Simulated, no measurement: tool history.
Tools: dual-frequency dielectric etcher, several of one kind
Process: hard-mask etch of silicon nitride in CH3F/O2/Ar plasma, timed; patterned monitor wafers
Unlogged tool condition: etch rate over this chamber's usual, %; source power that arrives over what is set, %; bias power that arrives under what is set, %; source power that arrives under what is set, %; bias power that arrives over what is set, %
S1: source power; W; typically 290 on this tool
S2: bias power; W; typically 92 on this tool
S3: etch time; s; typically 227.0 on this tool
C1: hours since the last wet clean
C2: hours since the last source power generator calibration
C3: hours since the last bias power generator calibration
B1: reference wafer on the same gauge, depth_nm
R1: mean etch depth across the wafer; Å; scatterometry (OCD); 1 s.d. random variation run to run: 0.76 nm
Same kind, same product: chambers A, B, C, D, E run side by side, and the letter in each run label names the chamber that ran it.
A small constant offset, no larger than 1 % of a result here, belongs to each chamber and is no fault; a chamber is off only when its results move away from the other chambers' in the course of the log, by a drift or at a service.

run   hour   S1   S2     S3     C1      C2      C3      B1      R1
 1D    7.6  290   92  227.0  298.6   968.3   287.8  159.94  1540.8
 2A   15.3  290   92  227.0   56.6  1993.2  2341.8  159.95  1524.0
 3B   22.1  290   92  227.0  229.5   216.2  1808.4  159.93  1517.4
 4E   25.8  290   92  227.0  365.7   800.0  1364.1  159.76  1542.7
      28.7  -- chamber A: bias power generator calibrated
 5C   31.0  290   92  227.0  346.5  1440.9   964.6  159.96  1545.1
 6B   38.5  290   92  227.0  245.9   232.6  1824.8  160.11  1515.7
 7A   46.4  290   92  227.0   87.7  2024.3    17.7  160.05  1521.9
 8E   51.9  290   92  227.0  391.8   826.1  1390.2  160.00  1528.0
 9D   58.0  290   92  227.0  349.0  1018.7   338.2  159.82  1542.6
10C   64.1  290   92  227.0  379.6  1474.0   997.7  159.98  1546.1
11B   68.2  290   92  227.0  275.6   262.3  1854.5  159.84  1528.6
12D   74.9  290   92  227.0  365.9  1035.6   355.1  160.06  1554.2
      78.0  -- chamber C: wet clean of the chamber
13A   79.7  290   92  227.0  121.0  2057.6    51.0  159.98  1534.9
14C   85.2  290   92  227.0    7.3  1495.1  1018.8  159.99  1610.9
15E   88.8  290   92  227.0  428.7   863.0  1427.1  159.83  1533.4
16D   93.3  290   92  248.5  384.3  1054.0   373.5  159.90  1703.3
17B  100.0  290   92  248.5  307.4   294.1  1886.3  160.05  1654.4
18C  105.6  290   92  248.5   27.7  1515.5  1039.2  159.94  1772.7
19E  112.3  290   92  248.5  452.2   886.5  1450.6  159.90  1703.5
20A  118.2  290   92  248.5  159.5  2096.1    89.5  159.94  1667.3
21E  123.9  290   92  227.0  463.8   898.1  1462.2  160.16  1531.0
22D  129.7  290   92  227.0  420.7  1090.4   409.9  159.98  1564.1
23B  136.4  260   92  168.0  343.8   330.5  1922.7  160.07  1072.5
     137.0  -- chamber D: wet clean of the chamber
24C  141.7  260   92  168.0   63.8  1551.6  1075.3  160.11  1154.1
     146.5  -- chamber B: wet clean of the chamber
25A  147.8  260   92  168.0  189.1  2125.7   119.1  160.02  1085.8
26C  155.8  260   92  168.0   77.9  1565.7  1089.4  159.93  1150.4
27E  161.4  260   92  168.0  501.3   935.6  1499.7  160.13  1091.6
28B  166.0  290   92  227.0   19.6   360.1  1952.3  160.18  1521.4
29A  171.1  290   92  227.0  212.4  2149.0   142.4  159.79  1531.7
30D  175.7  290   92  227.0   38.8  1136.4   455.9  160.13  1537.6
31C  181.9  250  109  227.0  104.0  1591.8  1115.5  160.05  1640.5

All chambers now run identical settings, listed one chamber a line with results as question marks. What results will each chamber show?
32A  187.8  290  92  182.5                   ?
32B  187.8  290  92  182.5                   ?
32C  187.8  290  92  182.5                   ?
32D  187.8  290  92  182.5                   ?
32E  187.8  290  92  182.5                   ?

run      R1
32A  1236.7
32B  1221.6
32C  1298.3
32D  1230.6
32E  1231.0
